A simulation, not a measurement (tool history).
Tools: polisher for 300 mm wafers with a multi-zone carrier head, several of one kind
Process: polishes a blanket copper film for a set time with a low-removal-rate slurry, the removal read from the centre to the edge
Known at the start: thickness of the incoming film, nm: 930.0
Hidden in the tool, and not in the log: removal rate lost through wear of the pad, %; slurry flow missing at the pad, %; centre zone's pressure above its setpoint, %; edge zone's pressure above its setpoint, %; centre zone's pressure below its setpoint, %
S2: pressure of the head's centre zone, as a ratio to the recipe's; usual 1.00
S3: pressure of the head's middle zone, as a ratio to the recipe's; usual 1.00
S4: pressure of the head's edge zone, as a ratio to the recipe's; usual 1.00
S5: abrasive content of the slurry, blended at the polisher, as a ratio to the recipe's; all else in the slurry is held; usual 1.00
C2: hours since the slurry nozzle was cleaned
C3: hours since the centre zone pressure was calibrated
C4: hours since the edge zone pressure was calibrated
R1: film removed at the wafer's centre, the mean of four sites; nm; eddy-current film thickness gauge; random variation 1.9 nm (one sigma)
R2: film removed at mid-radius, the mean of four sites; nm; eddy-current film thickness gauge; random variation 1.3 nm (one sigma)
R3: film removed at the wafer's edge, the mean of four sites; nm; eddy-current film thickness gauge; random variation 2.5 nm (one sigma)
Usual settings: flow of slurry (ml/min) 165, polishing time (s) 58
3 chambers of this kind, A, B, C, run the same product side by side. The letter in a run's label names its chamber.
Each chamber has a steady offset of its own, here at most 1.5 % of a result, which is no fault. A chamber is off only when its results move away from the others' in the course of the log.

{"run": "1C", "hour": 12.9, "flow of slurry (ml/min)": 165, "S2": 1.0, "S3": 1.0, "S4": 1.0, "S5": 1.0, "polishing time (s)": 58, "wafers polished on this pad": 1046, "C2": 560.4, "C3": 648.7, "C4": 1015.6, "R1": 189.2, "R2": 186.82, "R3": 189.47}
{"hour": 14.4, "done": "chamber C: worn pad replaced by a new one"}
{"run": "2B", "hour": 19.6, "flow of slurry (ml/min)": 165, "S2": 1.0, "S3": 1.0, "S4": 1.0, "S5": 1.0, "polishing time (s)": 58, "wafers polished on this pad": 747, "C2": 67.0, "C3": 289.2, "C4": 855.4, "R1": 184.93, "R2": 182.92, "R3": 185.86}
{"run": "3A", "hour": 31.6, "flow of slurry (ml/min)": 165, "S2": 1.0, "S3": 1.0, "S4": 1.0, "S5": 1.0, "polishing time (s)": 58, "wafers polished on this pad": 697, "C2": 456.9, "C3": 254.1, "C4": 831.8, "R1": 186.79, "R2": 186.67, "R3": 185.0}
{"run": "4A", "hour": 40.2, "flow of slurry (ml/min)": 165, "S2": 1.0, "S3": 1.0, "S4": 1.0, "S5": 1.0, "polishing time (s)": 58, "wafers polished on this pad": 782, "C2": 465.5, "C3": 262.7, "C4": 840.4, "R1": 186.89, "R2": 183.24, "R3": 184.4}
{"run": "5B", "hour": 48.7, "flow of slurry (ml/min)": 165, "S2": 1.0, "S3": 1.0, "S4": 1.0, "S5": 1.0, "polishing time (s)": 58, "wafers polished on this pad": 1033, "C2": 96.1, "C3": 318.3, "C4": 884.5, "R1": 186.38, "R2": 185.11, "R3": 183.01}
{"run": "6C", "hour": 59.0, "flow of slurry (ml/min)": 165, "S2": 1.0, "S3": 1.0, "S4": 1.0, "S5": 1.0, "polishing time (s)": 58, "wafers polished on this pad": 439, "C2": 606.5, "C3": 694.8, "C4": 1061.7, "R1": 185.88, "R2": 186.48, "R3": 186.4}
{"hour": 63.5, "done": "chamber C: edge zone pressure recalibrated"}
{"hour": 64.9, "done": "chamber A: worn pad replaced by a new one"}
{"hour": 65.8, "done": "chamber C: slurry nozzle cleaned"}
{"hour": 69.2, "done": "chamber B: worn pad replaced by a new one"}
{"run": "7C", "hour": 71.7, "flow of slurry (ml/min)": 165, "S2": 1.0, "S3": 1.0, "S4": 1.0, "S5": 1.0, "polishing time (s)": 58, "wafers polished on this pad": 564, "C2": 6.0, "C3": 707.5, "C4": 8.2, "R1": 182.4, "R2": 189.44, "R3": 188.54}
{"run": "8A", "hour": 85.9, "flow of slurry (ml/min)": 165, "S2": 1.0, "S3": 1.0, "S4": 1.0, "S5": 1.0, "polishing time (s)": 58, "wafers polished on this pad": 207, "C2": 511.2, "C3": 308.4, "C4": 886.1, "R1": 186.19, "R2": 187.24, "R3": 184.5}
{"run": "9B", "hour": 95.7, "flow of slurry (ml/min)": 165, "S2": 1.0, "S3": 1.0, "S4": 1.0, "S5": 1.0, "polishing time (s)": 58, "wafers polished on this pad": 260, "C2": 143.1, "C3": 365.3, "C4": 931.5, "R1": 184.15, "R2": 185.22, "R3": 184.97}
{"run": "10C", "hour": 107.6, "flow of slurry (ml/min)": 165, "S2": 1.0, "S3": 1.0, "S4": 1.0, "S5": 1.0, "polishing time (s)": 58, "wafers polished on this pad": 917, "C2": 41.9, "C3": 743.4, "C4": 44.1, "R1": 186.0, "R2": 188.55, "R3": 182.87}
{"run": "11A", "hour": 114.7, "flow of slurry (ml/min)": 165, "S2": 1.0, "S3": 1.0, "S4": 1.0, "S5": 1.0, "polishing time (s)": 58, "wafers polished on this pad": 490, "C2": 540.0, "C3": 337.2, "C4": 914.9, "R1": 185.91, "R2": 185.75, "R3": 188.94}
{"hour": 127.5, "done": "chamber C: worn pad replaced by a new one"}
{"run": "12B", "hour": 129.7, "flow of slurry (ml/min)": 195, "S2": 1.0, "S3": 1.0, "S4": 0.9, "S5": 1.0, "polishing time (s)": 58, "wafers polished on this pad": 595, "C2": 177.1, "C3": 399.3, "C4": 965.5, "R1": 191.56, "R2": 192.24, "R3": 180.79}
{"hour": 137.8, "done": "chamber A: edge zone pressure recalibrated"}
{"run": "13C", "hour": 143.8, "flow of slurry (ml/min)": 195, "S2": 1.0, "S3": 1.0, "S4": 0.9, "S5": 1.0, "polishing time (s)": 58, "wafers polished on this pad": 160, "C2": 78.1, "C3": 779.6, "C4": 80.3, "R1": 190.02, "R2": 189.73, "R3": 180.54}
{"run": "14B", "hour": 153.8, "flow of slurry (ml/min)": 195, "S2": 1.0, "S3": 1.0, "S4": 0.9, "S5": 1.0, "polishing time (s)": 58, "wafers polished on this pad": 832, "C2": 201.2, "C3": 423.4, "C4": 989.6, "R1": 188.18, "R2": 189.11, "R3": 177.79}
{"hour": 154.4, "done": "chamber A: worn pad replaced by a new one"}
{"run": "15A", "hour": 160.5, "flow of slurry (ml/min)": 165, "S2": 1.0, "S3": 1.0, "S4": 1.0, "S5": 1.0, "polishing time (s)": 58, "wafers polished on this pad": 60, "C2": 585.8, "C3": 383.0, "C4": 22.7, "R1": 182.74, "R2": 182.62, "R3": 187.29}
{"run": "16A", "hour": 173.4, "flow of slurry (ml/min)": 165, "S2": 1.0, "S3": 1.0, "S4": 1.0, "S5": 1.0, "polishing time (s)": 58, "wafers polished on this pad": 187, "C2": 598.7, "C3": 395.9, "C4": 35.6, "R1": 181.02, "R2": 182.02, "R3": 181.07}
{"run": "17C", "hour": 180.3, "flow of slurry (ml/min)": 165, "S2": 1.0, "S3": 1.0, "S4": 1.0, "S5": 1.0, "polishing time (s)": 58, "wafers polished on this pad": 519, "C2": 114.6, "C3": 816.1, "C4": 116.8, "R1": 184.8, "R2": 187.58, "R3": 190.11}
{"hour": 185.6, "done": "chamber B: worn pad replaced by a new one"}
{"run": "18B", "hour": 187.6, "flow of slurry (ml/min)": 165, "S2": 1.0, "S3": 1.06, "S4": 0.9, "S5": 1.0, "polishing time (s)": 58, "wafers polished on this pad": 20, "C2": 235.0, "C3": 457.2, "C4": 1023.4, "R1": 184.75, "R2": 196.91, "R3": 172.61}
{"run": "19C", "hour": 194.9, "flow of slurry (ml/min)": 165, "S2": 1.0, "S3": 1.06, "S4": 0.9, "S5": 1.0, "polishing time (s)": 58, "wafers polished on this pad": 663, "C2": 129.2, "C3": 830.7, "C4": 131.4, "R1": 185.04, "R2": 196.34, "R3": 177.89}
{"run": "20B", "hour": 201.7, "flow of slurry (ml/min)": 165, "S2": 1.0, "S3": 1.06, "S4": 0.9, "S5": 1.0, "polishing time (s)": 58, "wafers polished on this pad": 159, "C2": 249.1, "C3": 471.3, "C4": 1037.5, "R1": 182.19, "R2": 194.84, "R3": 175.86}
{"run": "21A", "hour": 212.7, "flow of slurry (ml/min)": 165, "S2": 1.0, "S3": 1.0, "S4": 1.0, "S5": 1.0, "polishing time (s)": 58, "wafers polished on this pad": 573, "C2": 638.0, "C3": 435.2, "C4": 74.9, "R1": 179.09, "R2": 180.02, "R3": 180.65}
{"run": "22C", "hour": 223.4, "flow of slurry (ml/min)": 165, "S2": 0.91, "S3": 1.0, "S4": 1.0, "S5": 0.9, "polishing time (s)": 58, "wafers polished on this pad": 943, "C2": 157.7, "C3": 859.2, "C4": 159.9, "R1": 162.56, "R2": 185.95, "R3": 182.3}
{"run": "23B", "hour": 234.6, "flow of slurry (ml/min)": 165, "S2": 0.91, "S3": 1.0, "S4": 1.0, "S5": 0.9, "polishing time (s)": 58, "wafers polished on this pad": 482, "C2": 282.0, "C3": 504.2, "C4": 1070.4, "R1": 163.36, "R2": 179.85, "R3": 180.9}
{"hour": 241.8, "done": "chamber A: worn pad replaced by a new one"}
{"run": "24A", "hour": 243.3, "flow of slurry (ml/min)": 165, "S2": 0.91, "S3": 1.0, "S4": 1.0, "S5": 0.9, "polishing time (s)": 58, "wafers polished on this pad": 14, "C2": 668.6, "C3": 465.8, "C4": 105.5, "R1": 154.84, "R2": 175.78, "R3": 181.7}
{"hour": 245.7, "done": "chamber C: worn pad replaced by a new one"}
{"run": "25A", "hour": 258.4, "flow of slurry (ml/min)": 165, "S2": 0.95, "S3": 1.0, "S4": 1.06, "S5": 1.0, "polishing time (s)": 58, "wafers polished on this pad": 163, "C2": 683.7, "C3": 480.9, "C4": 120.6, "R1": 169.19, "R2": 178.62, "R3": 187.26}
{"hour": 262.9, "done": "chamber B: edge zone pressure recalibrated"}
{"run": "26C", "hour": 265.5, "flow of slurry (ml/min)": 165, "S2": 0.95, "S3": 1.0, "S4": 1.06, "S5": 1.0, "polishing time (s)": 58, "wafers polished on this pad": 195, "C2": 199.8, "C3": 901.3, "C4": 202.0, "R1": 174.86, "R2": 185.46, "R3": 190.93}
{"run": "27B", "hour": 275.0, "flow of slurry (ml/min)": 165, "S2": 0.95, "S3": 1.0, "S4": 1.06, "S5": 1.0, "polishing time (s)": 58, "wafers polished on this pad": 880, "C2": 322.4, "C3": 544.6, "C4": 12.2, "R1": 173.8, "R2": 185.84, "R3": 189.56}
{"run": "28A", "hour": 286.4, "flow of slurry (ml/min)": 165, "S2": 1.0, "S3": 0.95, "S4": 1.0, "S5": 1.25, "polishing time (s)": 58, "wafers polished on this pad": 438, "C2": 711.7, "C3": 508.9, "C4": 148.6, "R1": 184.12, "R2": 179.42, "R3": 188.61}
{"hour": 294.8, "done": "chamber B: worn pad replaced by a new one"}
{"run": "29C", "hour": 296.8, "flow of slurry (ml/min)": 165, "S2": 1.0, "S3": 0.95, "S4": 1.0, "S5": 1.25, "polishing time (s)": 58, "wafers polished on this pad": 503, "C2": 231.1, "C3": 932.6, "C4": 233.3, "R1": 196.32, "R2": 184.64, "R3": 198.29}
{"hour": 299.8, "done": "chamber C: centre zone pressure recalibrated"}
{"run": "30B", "hour": 304.4, "flow of slurry (ml/min)": 165, "S2": 1.0, "S3": 0.95, "S4": 1.0, "S5": 1.25, "polishing time (s)": 58, "wafers polished on this pad": 95, "C2": 351.8, "C3": 574.0, "C4": 41.6, "R1": 195.71, "R2": 185.05, "R3": 188.8}
{"run": "31B", "hour": 319.4, "flow of slurry (ml/min)": 165, "S2": 1.0, "S3": 1.0, "S4": 1.0, "S5": 1.0, "polishing time (s)": 58, "wafers polished on this pad": 242, "C2": 366.8, "C3": 589.0, "C4": 56.6, "R1": 186.37, "R2": 188.47, "R3": 187.25}
{"run": "32C", "hour": 333.0, "flow of slurry (ml/min)": 165, "S2": 1.0, "S3": 1.0, "S4": 1.0, "S5": 1.0, "polishing time (s)": 58, "wafers polished on this pad": 859, "C2": 267.3, "C3": 33.3, "C4": 269.5, "R1": 186.09, "R2": 185.45, "R3": 187.02}

Is one chamber off against the others, does the gauge drift, or is nothing wrong? If a chamber is off, say which, and what the likeliest cause is.

Chamber A drifts away from the others.
Cause: slurry flow missing at the pad, % = 27.4.

Here are 4 candidates for chamber A's next run, each the usual settings with a change, their results left as question marks. Which one brings its results back in line with what the others give on the usual settings?
In line means no further than this from the other chambers' mean on the usual settings: R1 6.70 nm; R2 4.60 nm; R3 8.90 nm
{"run": "33A-1", "hour": 343.8, "flow of slurry (ml/min)": 165, "S2": 0.99, "S3": 1.0, "S4": 1.0, "S5": 1.0, "polishing time (s)": 57, "R1": "?", "R2": "?", "R3": "?"}
{"run": "33A-2", "hour": 343.8, "flow of slurry (ml/min)": 165, "S2": 1.01, "S3": 1.0, "S4": 1.0, "S5": 1.0, "polishing time (s)": 59, "R1": "?", "R2": "?", "R3": "?"}
{"run": "33A-3", "hour": 343.8, "flow of slurry (ml/min)": 160, "S2": 0.98, "S3": 0.99, "S4": 1.01, "S5": 1.0, "polishing time (s)": 55, "R1": "?", "R2": "?", "R3": "?"}
{"run": "33A-4", "hour": 343.8, "flow of slurry (ml/min)": 170, "S2": 1.02, "S3": 1.01, "S4": 0.99, "S5": 1.0, "polishing time (s)": 61, "R1": "?", "R2": "?", "R3": "?"}

The other chambers' mean on the usual settings: R1 185.98 nm; R2 186.16 nm; R3 187.19 nm
run=33A-1 R1=167.17 R2=171.30 R3=175.92
run=33A-2 R1=176.89 R2=177.29 R3=182.10
run=33A-3 R1=158.19 R2=162.59 R3=169.81
run=33A-4 R1=186.32 R2=186.24 R3=188.14
33A-4 brings the chamber back in line.
